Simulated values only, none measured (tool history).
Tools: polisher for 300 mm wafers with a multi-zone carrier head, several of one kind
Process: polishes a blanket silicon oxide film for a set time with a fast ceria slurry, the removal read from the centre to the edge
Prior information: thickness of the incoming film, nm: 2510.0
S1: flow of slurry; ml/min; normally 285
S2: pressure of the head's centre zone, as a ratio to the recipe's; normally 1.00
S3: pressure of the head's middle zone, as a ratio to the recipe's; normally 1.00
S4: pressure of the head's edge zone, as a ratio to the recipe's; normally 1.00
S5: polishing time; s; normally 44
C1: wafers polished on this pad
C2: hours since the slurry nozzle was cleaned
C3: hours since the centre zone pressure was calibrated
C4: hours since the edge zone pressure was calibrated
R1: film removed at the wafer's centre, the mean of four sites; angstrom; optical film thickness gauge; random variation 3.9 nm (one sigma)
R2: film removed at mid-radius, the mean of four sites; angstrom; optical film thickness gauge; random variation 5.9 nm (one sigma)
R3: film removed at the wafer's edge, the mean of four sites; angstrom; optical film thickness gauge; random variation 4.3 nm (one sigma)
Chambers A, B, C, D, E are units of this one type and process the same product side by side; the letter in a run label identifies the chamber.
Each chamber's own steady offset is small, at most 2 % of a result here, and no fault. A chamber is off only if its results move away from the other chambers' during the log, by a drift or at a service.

run	hour	S1	S2	S3	S4	S5	C1	C2	C3	C4	R1	R2	R3
1B	7.8	285	1.00	1.00	1.00	44	773	428.8	478.9	688.4	4264.8	4180.9	4235.1
# hour 8.6: chamber E: worn pad replaced by a new one
# hour 14.8: chamber D: slurry nozzle cleaned
2D	19.5	285	1.00	1.00	1.00	44	843	4.7	697.9	695.5	4326.3	4294.5	4332.9
# hour 24.8: chamber B: worn pad replaced by a new one
# hour 25.5: chamber A: worn pad replaced by a new one
3E	30.6	285	1.00	1.00	1.00	44	259	183.8	271.3	62.0	4248.8	4281.8	4331.2
# hour 34.5: chamber D: edge zone pressure recalibrated
4C	41.2	285	1.00	1.00	1.00	44	723	329.9	481.6	105.2	4329.9	4212.0	4266.8
5A	52.8	285	1.00	1.00	0.93	44	320	142.2	168.1	236.0	4212.5	4186.8	4056.9
# hour 53.9: chamber E: slurry nozzle cleaned
6E	61.3	285	1.00	1.00	0.93	44	618	7.5	302.0	92.7	4217.5	4262.3	4157.4
7C	72.5	285	1.00	1.00	0.93	44	1090	361.2	512.9	136.5	4243.3	4296.7	4148.6
# hour 79.6: chamber D: worn pad replaced by a new one
8D	81.5	285	1.00	1.00	0.93	44	23	66.7	759.9	47.1	4321.4	4364.4	4158.6
# hour 83.9: chamber E: worn pad replaced by a new one
9A	91.9	285	1.00	1.00	0.93	44	778	181.3	207.2	275.1	4274.0	4215.1	4172.6
# hour 93.6: chamber A: worn pad replaced by a new one
# hour 101.0: chamber B: worn pad replaced by a new one
10B	101.7	285	1.00	1.00	1.00	44	8	522.7	572.8	782.3	4336.3	4146.6	4275.5
11D	108.0	285	1.00	1.00	1.00	44	333	93.2	786.4	73.6	4240.6	4257.2	4301.0
12E	120.0	285	1.00	1.00	1.00	44	424	66.2	360.7	151.4	4258.9	4290.0	4285.9
13B	127.8	285	1.00	1.00	1.00	44	314	548.8	598.9	808.4	4317.9	4185.0	4325.4
14A	135.0	285	1.00	1.00	1.00	44	485	224.4	250.3	318.2	4291.4	4205.8	4317.8
15C	141.8	285	1.00	1.04	1.00	44	1902	430.5	582.2	205.8	4226.7	4362.9	4281.3
16A	147.2	285	1.00	1.04	1.00	44	628	236.6	262.5	330.4	4295.9	4350.4	4337.9
17B	153.7	285	1.00	1.04	1.00	44	617	574.7	624.8	834.3	4295.2	4388.0	4235.2
# hour 156.8: chamber E: worn pad replaced by a new one
18E	166.1	285	1.00	1.04	1.00	44	109	112.3	406.8	197.5	4201.4	4436.6	4251.9
# hour 166.2: chamber A: worn pad replaced by a new one
# hour 166.2: chamber B: worn pad replaced by a new one
# hour 169.1: chamber E: centre zone pressure recalibrated
19C	175.5	285	1.00	1.04	1.00	44	2298	464.2	615.9	239.5	4196.2	4316.5	4124.0
20D	184.4	285	1.00	1.00	1.00	44	1229	169.6	862.8	150.0	4263.2	4310.3	4351.1
21A	191.9	285	1.00	1.00	1.00	44	302	281.3	307.2	375.1	4281.1	4311.9	4282.2
# hour 195.7: chamber D: worn pad replaced by a new one
# hour 196.5: chamber C: centre zone pressure recalibrated
22E	203.5	285	1.00	1.00	1.00	44	547	149.7	34.4	234.9	4223.5	4297.7	4328.6
23C	213.5	285	0.92	1.00	1.10	44	2743	502.2	17.0	277.5	3787.8	4039.0	4339.3
24B	224.1	285	0.92	1.00	1.10	44	679	645.1	695.2	904.7	3947.3	4139.2	4565.5
25D	231.1	285	0.92	1.00	1.10	44	415	216.3	909.5	196.7	3965.7	4399.0	4525.9
# hour 232.6: chamber D: centre zone pressure recalibrated
# hour 233.8: chamber A: worn pad replaced by a new one
26B	236.8	285	0.92	1.00	1.10	44	828	657.8	707.9	917.4	3871.7	4201.9	4578.9
27E	243.2	285	0.92	1.00	1.10	44	1013	189.4	74.1	274.6	3920.5	4402.4	4498.7
# hour 244.5: chamber E: worn pad replaced by a new one
# hour 244.9: chamber E: edge zone pressure recalibrated
# hour 249.9: chamber B: worn pad replaced by a new one
28A	252.1	285	1.00	1.00	1.00	44	215	341.5	367.4	435.3	4220.4	4209.0	4223.2
29D	261.3	285	1.00	1.00	1.00	44	769	246.5	28.7	226.9	4309.4	4351.4	4224.9
30C	266.7	285	1.00	1.00	1.00	44	3367	555.4	70.2	330.7	4070.9	3953.9	4039.2
31B	274.3	285	1.00	1.00	1.00	44	287	695.3	745.4	954.9	4347.7	4256.2	4283.2
32E	285.5	285	1.00	1.00	1.00	44	481	231.7	116.4	40.7	4150.5	4401.4	4298.3
# hour 286.7: chamber B: slurry nozzle cleaned
33A	293.2	285	1.00	1.00	1.00	44	697	382.6	408.5	476.4	4304.7	4236.8	4182.4
# hour 296.7: chamber A: slurry nozzle cleaned
34C	305.0	285	1.00	1.00	1.00	44	3816	593.7	108.5	369.0	4046.0	3839.9	3843.0
# hour 305.7: chamber E: slurry nozzle cleaned
35D	315.2	285	1.00	1.00	1.00	44	1401	300.4	82.6	280.8	4282.1	4302.7	4197.6
# hour 319.3: chamber A: worn pad replaced by a new one
# hour 323.0: chamber B: worn pad replaced by a new one
# hour 323.3: chamber D: worn pad replaced by a new one
# hour 324.8: chamber E: worn pad replaced by a new one
36E	327.3	285	1.00	1.00	1.00	44	30	21.6	158.2	82.5	4190.8	4261.5	4253.9
37D	337.0	285	1.00	1.00	1.00	44	161	322.2	104.4	302.6	4232.9	4290.9	4268.9
38B	349.2	285	1.00	1.00	1.00	44	308	62.6	820.3	1029.8	4316.8	4056.8	4318.0
39A	357.7	285	1.00	1.00	1.00	44	450	61.1	473.0	540.9	4249.8	4294.7	4239.7
40C	369.0	285	1.00	1.00	1.00	44	4566	657.7	172.5	433.0	3878.3	3805.8	3863.3
41E	375.2	285	1.00	1.00	1.00	44	591	69.5	206.1	130.4	4200.4	4267.8	4244.2

Next, all 5 chambers run the settings below, one line each with question marks for the results. What does each chamber give?
42A	384.1	285	1.00	1.00	1.00	44					?	?	?
42B	384.1	285	1.00	1.00	1.00	44					?	?	?
42C	384.1	285	1.00	1.00	1.00	44					?	?	?
42D	384.1	285	1.00	1.00	1.00	44					?	?	?
42E	384.1	285	1.00	1.00	1.00	44					?	?	?

run	R1	R2	R3
42A	4233.8	4296.1	4220.5
42B	4268.7	4232.4	4261.6
42C	3899.6	3694.7	3822.5
42D	4307.0	4282.7	4265.6
42E	4223.9	4289.8	4218.3

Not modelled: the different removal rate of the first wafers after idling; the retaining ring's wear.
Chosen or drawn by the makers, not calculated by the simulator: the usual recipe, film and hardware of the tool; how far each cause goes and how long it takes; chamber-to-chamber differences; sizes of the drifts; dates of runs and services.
